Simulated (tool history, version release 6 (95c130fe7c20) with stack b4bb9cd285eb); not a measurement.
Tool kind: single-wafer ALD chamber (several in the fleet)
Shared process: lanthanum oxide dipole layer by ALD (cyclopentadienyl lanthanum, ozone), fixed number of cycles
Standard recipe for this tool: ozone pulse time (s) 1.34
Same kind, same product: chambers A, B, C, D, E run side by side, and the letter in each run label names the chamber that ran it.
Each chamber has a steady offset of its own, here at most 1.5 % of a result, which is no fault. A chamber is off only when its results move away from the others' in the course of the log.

run   hour  ozone pulse time (s)  read-back reference wafer on the same gauge, thickness_nm  mean film thickness on the monitor wafer (Å)
 1B    6.2                  1.34                                                    0.43227                                        5.4409
 2E   15.2                  1.34                                                    0.43197                                        5.3647
 3C   22.8                  1.34                                                    0.43212                                        5.4065
 4D   33.0                  1.34                                                    0.43202                                        5.3705
 5A   44.6                  1.34                                                    0.43220                                        5.3436
 6D   55.2                  1.78                                                    0.43204                                        5.6336
 7C   61.5                  1.78                                                    0.43183                                        5.6155
 8A   71.9                  1.78                                                    0.43203                                        5.5276
 9E   84.3                  1.78                                                    0.43187                                        5.5646
10B   95.8                  1.78                                                    0.43211                                        5.6559
11E  107.1                  1.34                                                    0.43194                                        5.3557
12D  114.4                  1.34                                                    0.43187                                        5.4232
13A  120.5                  1.34                                                    0.43248                                        5.3317
     128.8  -- chamber B: thermocouple changed; heater temperature recalibrated
14C  132.5                  1.34                                                    0.43215                                        5.3873
15B  142.4                  1.34                                                    0.43203                                        5.4122
16B  150.5                  1.34                                                    0.43188                                        5.4277
17C  162.0                  1.34                                                    0.43191                                        5.4177
18E  168.0                  1.34                                                    0.43193                                        5.3449
19A  178.3                  1.34                                                    0.43202                                        5.3031
20D  190.9                  1.34                                                    0.43172                                        5.4071
21D  200.5                  1.34                                                    0.43207                                        5.4323
22C  209.2                  1.34                                                    0.43203                                        5.3791
23E  220.3                  1.34                                                    0.43210                                        5.3800
24A  231.1                  1.34                                                    0.43192                                        5.3205
25B  240.5                  0.91                                                    0.43196                                        4.8763
26E  251.2                  0.91                                                    0.43196                                        4.8293
27D  258.3                  0.91                                                    0.43210                                        4.8490
28B  265.9                  0.91                                                    0.43219                                        4.8547
29A  277.2                  0.91                                                    0.43188                                        4.7906
30C  285.1                  1.34                                                    0.43197                                        5.3683
     287.8  -- chamber C: ozone generator serviced
31D  291.4                  1.56                                                    0.43204                                        5.5706
32E  300.5                  1.56                                                    0.43201                                        5.5019
33A  312.2                  1.56                                                    0.43194                                        5.4606
34B  323.4                  1.56                                                    0.43187                                        5.5479
35C  333.4                  1.56                                                    0.43202                                        5.5323
36A  343.2                  1.34                                                    0.43186                                        5.3045
37E  352.3                  1.34                                                    0.43191                                        5.3616
38C  364.2                  1.03                                                    0.43240                                        5.0452

All 5 chambers run these settings next. Forecast each chamber's results:
39A  373.6                  1.34                                                                                                        ?
39B  373.6                  1.34                                                                                                        ?
39C  373.6                  1.34                                                                                                        ?
39D  373.6                  1.34                                                                                                        ?
39E  373.6                  1.34                                                                                                        ?

run  mean film thickness on the monitor wafer (Å)
39A                                        5.3144
39B                                        5.4218
39C                                        5.4106
39D                                        5.4283
39E                                        5.3371

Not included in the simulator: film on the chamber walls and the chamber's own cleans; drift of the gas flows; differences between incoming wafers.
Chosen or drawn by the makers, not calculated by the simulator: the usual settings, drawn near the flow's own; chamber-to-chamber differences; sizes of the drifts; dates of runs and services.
